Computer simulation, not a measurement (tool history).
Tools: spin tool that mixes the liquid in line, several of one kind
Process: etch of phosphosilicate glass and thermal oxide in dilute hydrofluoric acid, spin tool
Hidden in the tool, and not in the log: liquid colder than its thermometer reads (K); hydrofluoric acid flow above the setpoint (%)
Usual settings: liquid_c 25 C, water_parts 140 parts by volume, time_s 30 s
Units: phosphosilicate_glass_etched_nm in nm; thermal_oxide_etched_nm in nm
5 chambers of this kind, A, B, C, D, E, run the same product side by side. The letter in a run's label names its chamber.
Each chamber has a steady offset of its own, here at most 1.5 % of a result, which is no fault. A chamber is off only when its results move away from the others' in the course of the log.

run	hour	liquid_c	water_parts	time_s	hours since the thermometer was replaced	hours since the hydrofluoric acid flow meter was replaced	read-back film thickness of the phosphosilicate glass reference wafer, read on the same gauge (nm)	read-back film thickness of the thermal oxide reference wafer, read on the same gauge (nm)	phosphosilicate_glass_etched_nm	thermal_oxide_etched_nm
1E	3.7	25	140	30	697.6	1602.7	99.987	140	28.339	0.96344
2B	8.6	25	140	30	1736.3	790.3	100	140	27.98	0.99201
3C	13.4	25	140	30	505.2	209.4	99.962	140.04	28.257	0.99724
4A	18.7	25	140	30	70.5	711.9	100	139.98	28.666	0.94273
5D	21.5	25	140	30	755.8	384.4	99.995	139.98	28.048	0.96173
6A	26.5	25	140	30	78.3	719.7	100.03	140	28.737	1.0353
7D	29.8	25	140	40	764.1	392.7	100.02	139.99	37.507	1.3245
8B	33.3	25	140	40	1761	815	99.998	140.01	37.538	1.2389
9E	37.1	25	140	40	731	1636.1	100	140.01	37.84	1.3216
10C	41.1	25	140	40	532.9	237.1	99.99	139.97	37.766	1.2585
11D	45	25	140	40	779.3	407.9	99.97	140.03	37.624	1.2996
12B	47.7	25	140	30	1775.4	829.4	99.973	140	28.172	0.94353
13E	52	25	140	30	745.9	1651	100	139.98	28.444	0.98733
14A	56.7	25	140	30	108.5	749.9	99.984	140.02	28.487	0.99676
15C	60.8	27	165	30	552.6	256.8	100.01	139.99	24.991	0.84726
16B	64.3	27	165	30	1792	846	99.987	140	24.917	0.83405
17A	67.1	27	165	30	118.9	760.3	100.03	139.99	25.362	0.91804
18C	72.1	27	165	30	563.9	268.1	100.03	140.01	25.075	0.88553
19E	76.9	27	165	30	770.8	1675.9	100.01	140	25.185	0.83548
20D	81.6	25	140	30	815.9	444.5	99.985	139.99	28.154	0.95418
# hour 82.4: chamber B: hydrofluoric acid flow meter replaced
21A	85.4	25	140	30	137.2	778.6	100.02	139.98	28.223	0.94776
22C	90.9	25	90	25	582.7	286.9	100.01	139.97	39.571	1.2621
23E	93.4	25	90	25	787.3	1692.4	100.02	140.01	39.069	1.4055
24B	98.7	25	90	25	1826.4	16.3	100.01	140	39.381	1.395
25D	102.9	25	90	25	837.2	465.8	100.03	140.02	38.519	1.3429
26E	105.5	25	90	25	799.4	1704.5	100.03	140.01	39.37	1.4228
27A	110.9	25	140	30	162.7	804.1	100.01	139.99	28.431	0.94083
28B	113.5	28.5	140	50	1841.2	31.1	99.996	139.96	53.413	1.7905
29C	116.3	28.5	140	50	608.1	312.3	100	140	53.265	1.807
30D	121.4	28.5	140	50	855.7	484.3	100	139.99	53.651	1.8613
31D	125.7	28.5	140	50	860	488.6	99.98	139.99	53.838	1.8003
32E	129.9	28.5	140	50	823.8	1728.9	100.01	140.01	53.911	1.8803
33C	132.5	25	140	30	624.3	328.5	99.971	140.03	28.43	0.935
34B	135.4	25	140	30	1863.1	53	99.999	140	28.083	1.0073
35A	138.1	25	140	30	189.9	831.3	99.998	140	28.567	1.0065
36D	142.3	25	140	30	876.6	505.2	100.01	140.01	28.078	0.96441
37A	145.8	25	140	30	197.6	839	99.974	140	28.585	0.99956
38E	149	25	140	30	842.9	1748	100	139.99	28.536	0.97218
39C	152.7	25	140	30	644.5	348.7	99.984	139.98	28.165	0.88494
40B	157.1	25	140	30	1884.8	74.7	100	139.98	28.44	0.97498
41E	161.3	25	140	30	855.2	1760.3	99.999	140	28.59	0.94786
42B	163.8	25	140	30	1891.5	81.4	100.01	140.01	28.517	1.0281
43D	166.9	25	140	30	901.2	529.8	100	140	28.193	0.99896
44A	172.3	25	140	30	224.1	865.5	100	140.02	28.499	0.96407

Next, every chamber runs the same settings. What will each give?
45A	176.2	23	140	30					?	?
45B	176.2	23	140	30					?	?
45C	176.2	23	140	30					?	?
45D	176.2	23	140	30					?	?
45E	176.2	23	140	30					?	?

run	phosphosilicate_glass_etched_nm	thermal_oxide_etched_nm
45A	26.444	0.92461
45B	26.183	0.87317
45C	26.132	0.89844
45D	25.903	0.89693
45E	26.321	0.96692
